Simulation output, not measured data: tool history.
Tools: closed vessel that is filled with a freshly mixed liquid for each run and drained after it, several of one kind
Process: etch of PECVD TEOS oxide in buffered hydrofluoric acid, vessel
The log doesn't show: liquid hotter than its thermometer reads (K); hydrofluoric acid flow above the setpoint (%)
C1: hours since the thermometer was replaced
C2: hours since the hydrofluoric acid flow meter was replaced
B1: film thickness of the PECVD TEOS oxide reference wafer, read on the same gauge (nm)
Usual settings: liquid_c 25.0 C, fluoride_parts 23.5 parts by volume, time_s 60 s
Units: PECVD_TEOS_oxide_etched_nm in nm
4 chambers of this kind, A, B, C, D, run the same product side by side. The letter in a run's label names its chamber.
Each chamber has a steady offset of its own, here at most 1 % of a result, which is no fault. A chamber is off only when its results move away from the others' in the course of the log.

{"run": "1D", "hour": 4.6, "liquid_c": 25.0, "fluoride_parts": 23.5, "time_s": 60, "C1": 636.3, "C2": 7.0, "B1": 79.985, "PECVD_TEOS_oxide_etched_nm": 54.215}
{"run": "2A", "hour": 7.6, "liquid_c": 25.0, "fluoride_parts": 23.5, "time_s": 60, "C1": 933.0, "C2": 572.2, "B1": 80.01, "PECVD_TEOS_oxide_etched_nm": 54.764}
{"run": "3C", "hour": 12.1, "liquid_c": 25.0, "fluoride_parts": 23.5, "time_s": 60, "C1": 1489.4, "C2": 113.5, "B1": 79.99, "PECVD_TEOS_oxide_etched_nm": 54.282}
{"run": "4B", "hour": 15.2, "liquid_c": 25.0, "fluoride_parts": 23.5, "time_s": 60, "C1": 308.8, "C2": 1137.3, "B1": 80.021, "PECVD_TEOS_oxide_etched_nm": 53.964}
{"run": "5C", "hour": 20.0, "liquid_c": 25.0, "fluoride_parts": 23.5, "time_s": 60, "C1": 1497.3, "C2": 121.4, "B1": 80.039, "PECVD_TEOS_oxide_etched_nm": 55.045}
{"hour": 20.3, "done": "chamber B: hydrofluoric acid flow meter replaced"}
{"run": "6D", "hour": 24.6, "liquid_c": 25.0, "fluoride_parts": 23.5, "time_s": 60, "C1": 656.3, "C2": 27.0, "B1": 79.999, "PECVD_TEOS_oxide_etched_nm": 54.414}
{"run": "7A", "hour": 27.2, "liquid_c": 25.0, "fluoride_parts": 23.5, "time_s": 60, "C1": 952.6, "C2": 591.8, "B1": 79.989, "PECVD_TEOS_oxide_etched_nm": 54.364}
{"run": "8B", "hour": 30.3, "liquid_c": 25.0, "fluoride_parts": 23.5, "time_s": 60, "C1": 323.9, "C2": 10.0, "B1": 79.99, "PECVD_TEOS_oxide_etched_nm": 54.594}
{"run": "9D", "hour": 33.2, "liquid_c": 25.0, "fluoride_parts": 23.5, "time_s": 60, "C1": 664.9, "C2": 35.6, "B1": 80.006, "PECVD_TEOS_oxide_etched_nm": 54.583}
{"run": "10B", "hour": 36.1, "liquid_c": 25.0, "fluoride_parts": 23.5, "time_s": 60, "C1": 329.7, "C2": 15.8, "B1": 79.987, "PECVD_TEOS_oxide_etched_nm": 53.283}
{"run": "11C", "hour": 40.3, "liquid_c": 28.0, "fluoride_parts": 23.5, "time_s": 30, "C1": 1517.6, "C2": 141.7, "B1": 79.976, "PECVD_TEOS_oxide_etched_nm": 31.825}
{"run": "12A", "hour": 44.0, "liquid_c": 28.0, "fluoride_parts": 23.5, "time_s": 30, "C1": 969.4, "C2": 608.6, "B1": 79.99, "PECVD_TEOS_oxide_etched_nm": 32.13}
{"run": "13A", "hour": 46.5, "liquid_c": 28.0, "fluoride_parts": 23.5, "time_s": 30, "C1": 971.9, "C2": 611.1, "B1": 80.011, "PECVD_TEOS_oxide_etched_nm": 32.023}
{"run": "14B", "hour": 49.9, "liquid_c": 28.0, "fluoride_parts": 23.5, "time_s": 30, "C1": 343.5, "C2": 29.6, "B1": 80.018, "PECVD_TEOS_oxide_etched_nm": 31.438}
{"run": "15D", "hour": 53.4, "liquid_c": 25.0, "fluoride_parts": 23.5, "time_s": 60, "C1": 685.1, "C2": 55.8, "B1": 79.955, "PECVD_TEOS_oxide_etched_nm": 54.666}
{"run": "16C", "hour": 57.2, "liquid_c": 25.0, "fluoride_parts": 23.5, "time_s": 60, "C1": 1534.5, "C2": 158.6, "B1": 80.028, "PECVD_TEOS_oxide_etched_nm": 54.71}
{"run": "17D", "hour": 60.0, "liquid_c": 25.0, "fluoride_parts": 23.5, "time_s": 60, "C1": 691.7, "C2": 62.4, "B1": 80.01, "PECVD_TEOS_oxide_etched_nm": 54.751}
{"run": "18B", "hour": 65.0, "liquid_c": 23.5, "fluoride_parts": 23.5, "time_s": 70, "C1": 358.6, "C2": 44.7, "B1": 80.001, "PECVD_TEOS_oxide_etched_nm": 58.383}
{"run": "19C", "hour": 69.7, "liquid_c": 23.5, "fluoride_parts": 23.5, "time_s": 70, "C1": 1547.0, "C2": 171.1, "B1": 80.009, "PECVD_TEOS_oxide_etched_nm": 59.074}
{"run": "20A", "hour": 72.2, "liquid_c": 23.5, "fluoride_parts": 23.5, "time_s": 70, "C1": 997.6, "C2": 636.8, "B1": 80.017, "PECVD_TEOS_oxide_etched_nm": 58.287}
{"run": "21C", "hour": 76.8, "liquid_c": 23.5, "fluoride_parts": 23.5, "time_s": 70, "C1": 1554.1, "C2": 178.2, "B1": 80.016, "PECVD_TEOS_oxide_etched_nm": 59.598}
{"run": "22A", "hour": 79.0, "liquid_c": 25.0, "fluoride_parts": 23.5, "time_s": 60, "C1": 1004.4, "C2": 643.6, "B1": 80.012, "PECVD_TEOS_oxide_etched_nm": 54.902}
{"run": "23B", "hour": 82.0, "liquid_c": 25.0, "fluoride_parts": 23.5, "time_s": 60, "C1": 375.6, "C2": 61.7, "B1": 79.997, "PECVD_TEOS_oxide_etched_nm": 54.152}
{"run": "24D", "hour": 86.5, "liquid_c": 25.0, "fluoride_parts": 23.5, "time_s": 60, "C1": 718.2, "C2": 88.9, "B1": 80.01, "PECVD_TEOS_oxide_etched_nm": 54.607}
{"run": "25D", "hour": 90.0, "liquid_c": 25.0, "fluoride_parts": 23.5, "time_s": 60, "C1": 721.7, "C2": 92.4, "B1": 80.007, "PECVD_TEOS_oxide_etched_nm": 54.273}
{"run": "26A", "hour": 92.6, "liquid_c": 25.0, "fluoride_parts": 23.5, "time_s": 60, "C1": 1018.0, "C2": 657.2, "B1": 80.0, "PECVD_TEOS_oxide_etched_nm": 54.021}
{"run": "27C", "hour": 95.5, "liquid_c": 25.0, "fluoride_parts": 23.5, "time_s": 60, "C1": 1572.8, "C2": 196.9, "B1": 80.022, "PECVD_TEOS_oxide_etched_nm": 56.168}
{"run": "28B", "hour": 99.7, "liquid_c": 25.0, "fluoride_parts": 23.5, "time_s": 60, "C1": 393.3, "C2": 79.4, "B1": 79.991, "PECVD_TEOS_oxide_etched_nm": 53.567}
{"run": "29B", "hour": 103.1, "liquid_c": 25.0, "fluoride_parts": 18.5, "time_s": 90, "C1": 396.7, "C2": 82.8, "B1": 80.003, "PECVD_TEOS_oxide_etched_nm": 97.929}
{"run": "30C", "hour": 106.3, "liquid_c": 25.0, "fluoride_parts": 18.5, "time_s": 90, "C1": 1583.6, "C2": 207.7, "B1": 80.006, "PECVD_TEOS_oxide_etched_nm": 102.15}
{"run": "31D", "hour": 110.0, "liquid_c": 25.0, "fluoride_parts": 18.5, "time_s": 90, "C1": 741.7, "C2": 112.4, "B1": 79.992, "PECVD_TEOS_oxide_etched_nm": 97.983}
{"run": "32A", "hour": 114.6, "liquid_c": 25.0, "fluoride_parts": 18.5, "time_s": 90, "C1": 1040.0, "C2": 679.2, "B1": 80.005, "PECVD_TEOS_oxide_etched_nm": 99.255}
{"run": "33C", "hour": 118.4, "liquid_c": 25.0, "fluoride_parts": 23.5, "time_s": 60, "C1": 1595.7, "C2": 219.8, "B1": 79.969, "PECVD_TEOS_oxide_etched_nm": 55.614}
{"run": "34D", "hour": 123.1, "liquid_c": 25.0, "fluoride_parts": 23.5, "time_s": 30, "C1": 754.8, "C2": 125.5, "B1": 80.012, "PECVD_TEOS_oxide_etched_nm": 27.133}
{"run": "35B", "hour": 126.9, "liquid_c": 25.0, "fluoride_parts": 23.5, "time_s": 30, "C1": 420.5, "C2": 106.6, "B1": 80.004, "PECVD_TEOS_oxide_etched_nm": 27.103}
{"run": "36A", "hour": 129.9, "liquid_c": 25.0, "fluoride_parts": 23.5, "time_s": 30, "C1": 1055.3, "C2": 694.5, "B1": 79.971, "PECVD_TEOS_oxide_etched_nm": 27.547}
{"run": "37A", "hour": 132.4, "liquid_c": 25.0, "fluoride_parts": 23.5, "time_s": 30, "C1": 1057.8, "C2": 697.0, "B1": 80.022, "PECVD_TEOS_oxide_etched_nm": 27.078}

All 4 chambers run these settings next. Forecast each chamber's results:
{"run": "38A", "hour": 136.0, "liquid_c": 20.5, "fluoride_parts": 23.5, "time_s": 60, "PECVD_TEOS_oxide_etched_nm": "?"}
{"run": "38B", "hour": 136.0, "liquid_c": 20.5, "fluoride_parts": 23.5, "time_s": 60, "PECVD_TEOS_oxide_etched_nm": "?"}
{"run": "38C", "hour": 136.0, "liquid_c": 20.5, "fluoride_parts": 23.5, "time_s": 60, "PECVD_TEOS_oxide_etched_nm": "?"}
{"run": "38D", "hour": 136.0, "liquid_c": 20.5, "fluoride_parts": 23.5, "time_s": 60, "PECVD_TEOS_oxide_etched_nm": "?"}

run=38A PECVD_TEOS_oxide_etched_nm=42.723
run=38B PECVD_TEOS_oxide_etched_nm=42.324
run=38C PECVD_TEOS_oxide_etched_nm=44.409
run=38D PECVD_TEOS_oxide_etched_nm=42.818
